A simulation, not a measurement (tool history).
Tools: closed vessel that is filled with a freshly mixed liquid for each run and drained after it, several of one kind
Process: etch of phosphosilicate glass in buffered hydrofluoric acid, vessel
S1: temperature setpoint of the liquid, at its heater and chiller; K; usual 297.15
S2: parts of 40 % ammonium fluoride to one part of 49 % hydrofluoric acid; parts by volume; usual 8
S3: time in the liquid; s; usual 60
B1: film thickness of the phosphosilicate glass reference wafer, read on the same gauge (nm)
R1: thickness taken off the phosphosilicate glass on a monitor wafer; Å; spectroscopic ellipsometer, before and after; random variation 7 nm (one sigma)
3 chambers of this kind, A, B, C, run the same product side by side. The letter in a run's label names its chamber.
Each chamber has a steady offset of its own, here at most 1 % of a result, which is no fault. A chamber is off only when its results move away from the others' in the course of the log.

run,hour,S1,S2,S3,B1,R1
1A,3.1,297.15,8,60,30.011,7298.1
2C,8.6,297.15,8,60,30.013,7257.3
# hour 10.7: chamber C: thermometer replaced
3B,13.4,297.15,8,60,30.012,7251.6
4B,18.7,297.15,8,60,29.988,7218.8
5C,24,297.15,8,60,29.977,7297.1
6A,27,297.15,8,60,30.01,7304.3
7C,29.9,297.15,8,60,29.977,7448.1
8B,35,297.15,8,60,29.973,7291.8
9A,40.4,297.15,8,60,30.007,7274
10C,45.7,297.15,8,60,30.025,7305.9
11A,48.6,297.15,8,60,30.013,7303.5
12B,53.5,297.15,8,60,30.013,7411.1
13B,57.9,297.15,8,60,30.014,7372.1
14A,61.7,297.15,8,60,30.007,7291.6
15C,67.2,293.65,10.5,60,29.972,4868.5
16A,72,293.65,10.5,60,29.995,4780.7
17B,75.7,293.65,10.5,60,30.018,4918.4
18C,79.5,297.15,8,60,30.002,7272.8
19C,83.9,297.15,8,60,29.974,7322.1
20A,87.6,293.65,8,75,29.977,7606.1
21B,90.5,293.65,8,75,30.003,7842.1
22C,94.1,293.65,8,75,30.022,7568.2
23A,98.3,297.15,8,60,29.998,7339.4
24B,103.4,297.15,8,60,30.027,7510.3
25B,106.9,297.15,8,60,29.992,7588.1
26C,109.5,297.15,8,60,30.002,7164.1
27A,112.3,297.15,8,60,29.987,7333
28A,115,297.15,8,60,30.012,7390.4
29C,120.3,297.15,8,60,30.002,7330
30B,123.9,297.15,8,80,29.982,10391
31C,126.9,297.15,8,80,29.98,9585.7
32B,132.5,297.15,8,80,29.998,10438
33A,136.2,297.15,8,60,29.99,7410.5
34B,138.8,293.65,9.5,60,29.991,5342.6
35A,141.5,293.65,9.5,60,30.001,5072.2
36C,144.6,293.65,9.5,60,30.021,5151.5
37C,149.9,297.15,8,60,29.995,7347
38A,155.5,297.15,8,60,30.014,7350

Next, every chamber runs the same settings. What will each give?
39A,159.5,297.15,8,30,,?
39B,159.5,297.15,8,30,,?
39C,159.5,297.15,8,30,,?

run,R1
39A,3646
39B,3986.2
39C,3673.5
